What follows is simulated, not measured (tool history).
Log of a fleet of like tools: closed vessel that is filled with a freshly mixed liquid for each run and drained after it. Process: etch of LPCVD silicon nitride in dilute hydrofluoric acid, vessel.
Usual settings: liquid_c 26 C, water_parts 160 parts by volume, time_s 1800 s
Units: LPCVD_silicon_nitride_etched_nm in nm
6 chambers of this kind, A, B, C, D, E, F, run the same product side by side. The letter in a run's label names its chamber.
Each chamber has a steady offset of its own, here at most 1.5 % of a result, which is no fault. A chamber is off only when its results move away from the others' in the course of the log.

run   hour  liquid_c  water_parts  time_s  read-back film thickness of the LPCVD silicon nitride reference wafer, read on the same gauge (nm)  LPCVD_silicon_nitride_etched_nm
 1F    7.3        26          160    1800                                                                                              140.02                           5.9266
 2D   19.3        26          160    1800                                                                                              140.02                           5.9056
 3B   29.7        26          160    1800                                                                                                 140                           5.8355
 4C   37.9        26          160    1800                                                                                              139.99                           5.9278
 5A   50.2        26          160    1800                                                                                              140.03                           5.8939
 6E   61.2        26          160    1800                                                                                                 140                           5.8905
 7E     67        26          160    1800                                                                                              139.99                           5.8867
 8F   73.1        26          160    1800                                                                                              139.95                           5.8825
 9B   81.4        26          160    1800                                                                                              140.02                           5.8461
10D   90.7        26          160    1800                                                                                                 140                           5.8491
11A  101.6        24          160    1190                                                                                              140.02                           3.4578
12C    110        24          160    1190                                                                                                 140                           3.4273
13B  121.1        24          160    1190                                                                                              140.03                           3.3809
14C  126.6        24          160    1190                                                                                              140.01                           3.4439
15E  132.7        24          160    1190                                                                                              139.99                           3.4248
16F  142.7        24          160    1190                                                                                              140.01                            3.449
17D  153.8        26          160    1800                                                                                              140.01                           5.8665
18A  161.3        26          160    1800                                                                                              139.98                           5.8751
19B  171.9        26          160    1800                                                                                                 140                           5.8425
20D  178.5        26          195    1800                                                                                              139.99                           4.8141
21C    189        26          195    1800                                                                                              139.99                           4.8311
22A  194.9        26          195    1800                                                                                              140.01                            4.857
23F  206.1        26          195    1800                                                                                              140.04                           5.0408
24E  215.9        26          195    1800                                                                                              139.99                           4.8419
25A  222.7        26          195    1800                                                                                              139.95                           4.8679
26F  232.1        29          160    1800                                                                                              140.01                           7.3723
27E  239.3        29          160    1800                                                                                                 140                           7.1285
28C  250.7        29          160    1800                                                                                                 140                           7.1321
29D  258.3        29          160    1800                                                                                              140.01                           7.1083
30B  268.8        29          160    1800                                                                                                 140                           7.1154
31E  277.4        29          160    1800                                                                                              139.99                           7.0608
32F  283.2        26          160    1800                                                                                              139.97                           6.1756
33C  293.9        26          160    1800                                                                                              140.01                           5.8647
34A  300.9        26           95    2440                                                                                              139.98                           13.483
35D  311.2        26           95    2440                                                                                              140.01                            13.29
36B  322.3        26           95    2440                                                                                              140.02                           13.193
37A  334.1        26           95    2440                                                                                              140.01                           13.502

What goes on in this fleet: one chamber off, a drifting gauge, or nothing beyond the chambers' own small offsets? Name the chamber and the cause, if any.

Chamber F drifts away from the others.
Cause: liquid hotter than its thermometer reads (K) = 0.913.
The log may not tell that from: hydrofluoric acid flow above the setpoint (%).

Here are 4 candidates for chamber F's next run, each the usual settings with a change, their results left as question marks. Which one brings its results back in line with what the others give on the usual settings?
In line means no further than this from the other chambers' mean on the usual settings: LPCVD_silicon_nitride_etched_nm 0.088 nm
38F-1   343      26.5          160    1800                                                                                                                                    ?
38F-2   343        26          150    1800                                                                                                                                    ?
38F-3   343        26          165    1800                                                                                                                                    ?
38F-4   343        26          165    1745                                                                                                                                    ?

The other chambers' mean on the usual settings: LPCVD_silicon_nitride_etched_nm 5.8864 nm
  run  LPCVD_silicon_nitride_etched_nm
38F-1                           6.4721
38F-2                            6.681
38F-3                           6.0814
38F-4                           5.8956
38F-4 brings the chamber back in line.

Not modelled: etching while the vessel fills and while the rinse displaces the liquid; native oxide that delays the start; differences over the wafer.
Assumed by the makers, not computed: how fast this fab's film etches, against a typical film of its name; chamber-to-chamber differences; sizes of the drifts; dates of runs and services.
